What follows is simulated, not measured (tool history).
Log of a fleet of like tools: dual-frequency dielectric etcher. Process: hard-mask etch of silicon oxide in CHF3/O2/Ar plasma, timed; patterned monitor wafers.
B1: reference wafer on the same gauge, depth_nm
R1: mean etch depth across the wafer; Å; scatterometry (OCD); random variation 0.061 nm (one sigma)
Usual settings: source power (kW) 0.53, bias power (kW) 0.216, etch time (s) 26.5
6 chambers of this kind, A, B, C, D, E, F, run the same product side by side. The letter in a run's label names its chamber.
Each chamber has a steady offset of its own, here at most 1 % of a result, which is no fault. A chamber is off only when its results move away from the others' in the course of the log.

run 1C hour=4.9 | source_power_(kW)=0.53 bias_power_(kW)=0.216 etch_time_(s)=26.5 | B1=53.206 | R1=535.18
run 2F hour=12.5 | source_power_(kW)=0.53 bias_power_(kW)=0.216 etch_time_(s)=26.5 | B1=53.223 | R1=537.72
run 3E hour=17.4 | source_power_(kW)=0.53 bias_power_(kW)=0.216 etch_time_(s)=26.5 | B1=53.228 | R1=528.84
run 4D hour=21.2 | source_power_(kW)=0.53 bias_power_(kW)=0.216 etch_time_(s)=26.5 | B1=53.232 | R1=534.54
run 5B hour=25.6 | source_power_(kW)=0.53 bias_power_(kW)=0.261 etch_time_(s)=30.5 | B1=53.222 | R1=657.41
run 6A hour=29.7 | source_power_(kW)=0.53 bias_power_(kW)=0.261 etch_time_(s)=30.5 | B1=53.239 | R1=652.56
run 7F hour=36 | source_power_(kW)=0.53 bias_power_(kW)=0.261 etch_time_(s)=30.5 | B1=53.244 | R1=660.25
run 8E hour=40 | source_power_(kW)=0.53 bias_power_(kW)=0.261 etch_time_(s)=30.5 | B1=53.24 | R1=651.35
run 9D hour=43.5 | source_power_(kW)=0.53 bias_power_(kW)=0.261 etch_time_(s)=30.5 | B1=53.261 | R1=658.34
run 10B hour=48.8 | source_power_(kW)=0.53 bias_power_(kW)=0.261 etch_time_(s)=30.5 | B1=53.272 | R1=659.09
run 11A hour=53.2 | source_power_(kW)=0.53 bias_power_(kW)=0.216 etch_time_(s)=26.5 | B1=53.261 | R1=529.45
run 12C hour=56.6 | source_power_(kW)=0.53 bias_power_(kW)=0.216 etch_time_(s)=26.5 | B1=53.292 | R1=535.47
run 13D hour=61.9 | source_power_(kW)=0.53 bias_power_(kW)=0.216 etch_time_(s)=26.5 | B1=53.294 | R1=535.92
run 14C hour=66.6 | source_power_(kW)=0.48 bias_power_(kW)=0.216 etch_time_(s)=30.5 | B1=53.277 | R1=593.5
run 15B hour=72.8 | source_power_(kW)=0.48 bias_power_(kW)=0.216 etch_time_(s)=30.5 | B1=53.282 | R1=594.32
run 16A hour=76.3 | source_power_(kW)=0.48 bias_power_(kW)=0.216 etch_time_(s)=30.5 | B1=53.299 | R1=588.14
run 17F hour=83.4 | source_power_(kW)=0.48 bias_power_(kW)=0.216 etch_time_(s)=30.5 | B1=53.289 | R1=595.89
run 18E hour=90.9 | source_power_(kW)=0.48 bias_power_(kW)=0.216 etch_time_(s)=30.5 | B1=53.307 | R1=588.63
run 19F hour=98.2 | source_power_(kW)=0.48 bias_power_(kW)=0.216 etch_time_(s)=30.5 | B1=53.316 | R1=597.05
run 20A hour=102.9 | source_power_(kW)=0.53 bias_power_(kW)=0.216 etch_time_(s)=26.5 | B1=53.336 | R1=530.92
run 21D hour=109.5 | source_power_(kW)=0.53 bias_power_(kW)=0.216 etch_time_(s)=26.5 | B1=53.347 | R1=536.76
run 22E hour=113 | source_power_(kW)=0.53 bias_power_(kW)=0.216 etch_time_(s)=26.5 | B1=53.325 | R1=530.25
run 23C hour=117.3 | source_power_(kW)=0.53 bias_power_(kW)=0.216 etch_time_(s)=26.5 | B1=53.351 | R1=536.34
run 24B hour=123.4 | source_power_(kW)=0.53 bias_power_(kW)=0.216 etch_time_(s)=26.5 | B1=53.349 | R1=536.61
run 25B hour=130.5 | source_power_(kW)=0.53 bias_power_(kW)=0.216 etch_time_(s)=26.5 | B1=53.37 | R1=535.38
run 26A hour=137.8 | source_power_(kW)=0.53 bias_power_(kW)=0.216 etch_time_(s)=26.5 | B1=53.366 | R1=530.83
run 27D hour=143.7 | source_power_(kW)=0.53 bias_power_(kW)=0.216 etch_time_(s)=26.5 | B1=53.392 | R1=536.3
run 28C hour=150.6 | source_power_(kW)=0.53 bias_power_(kW)=0.216 etch_time_(s)=26.5 | B1=53.373 | R1=536.61
run 29F hour=155.6 | source_power_(kW)=0.53 bias_power_(kW)=0.216 etch_time_(s)=26.5 | B1=53.385 | R1=538.12
run 30E hour=162.1 | source_power_(kW)=0.53 bias_power_(kW)=0.216 etch_time_(s)=26.5 | B1=53.408 | R1=531.52
run 31A hour=165.9 | source_power_(kW)=0.53 bias_power_(kW)=0.216 etch_time_(s)=26.5 | B1=53.4 | R1=532.45
-- hour=169.3 chamber B: wet clean of the chamber
run 32E hour=170.8 | source_power_(kW)=0.53 bias_power_(kW)=0.216 etch_time_(s)=26.5 | B1=53.403 | R1=531.83
run 33B hour=177.9 | source_power_(kW)=0.53 bias_power_(kW)=0.216 etch_time_(s)=26.5 | B1=53.423 | R1=536.2
run 34C hour=183.3 | source_power_(kW)=0.53 bias_power_(kW)=0.216 etch_time_(s)=26.5 | B1=53.415 | R1=536.89
run 35F hour=189.9 | source_power_(kW)=0.53 bias_power_(kW)=0.216 etch_time_(s)=26.5 | B1=53.412 | R1=539.46
run 36D hour=196.8 | source_power_(kW)=0.53 bias_power_(kW)=0.169 etch_time_(s)=20 | B1=53.433 | R1=372.7

Next, every chamber runs the same settings. What will each give?
run 37A hour=202.2 | source_power_(kW)=0.59 bias_power_(kW)=0.216 etch_time_(s)=26.5 | R1=?
run 37B hour=202.2 | source_power_(kW)=0.59 bias_power_(kW)=0.216 etch_time_(s)=26.5 | R1=?
run 37C hour=202.2 | source_power_(kW)=0.59 bias_power_(kW)=0.216 etch_time_(s)=26.5 | R1=?
run 37D hour=202.2 | source_power_(kW)=0.59 bias_power_(kW)=0.216 etch_time_(s)=26.5 | R1=?
run 37E hour=202.2 | source_power_(kW)=0.59 bias_power_(kW)=0.216 etch_time_(s)=26.5 | R1=?
run 37F hour=202.2 | source_power_(kW)=0.59 bias_power_(kW)=0.216 etch_time_(s)=26.5 | R1=?

run=37A R1=554.65
run=37B R1=559.86
run=37C R1=559.55
run=37D R1=557.95
run=37E R1=553.82
run=37F R1=562.31
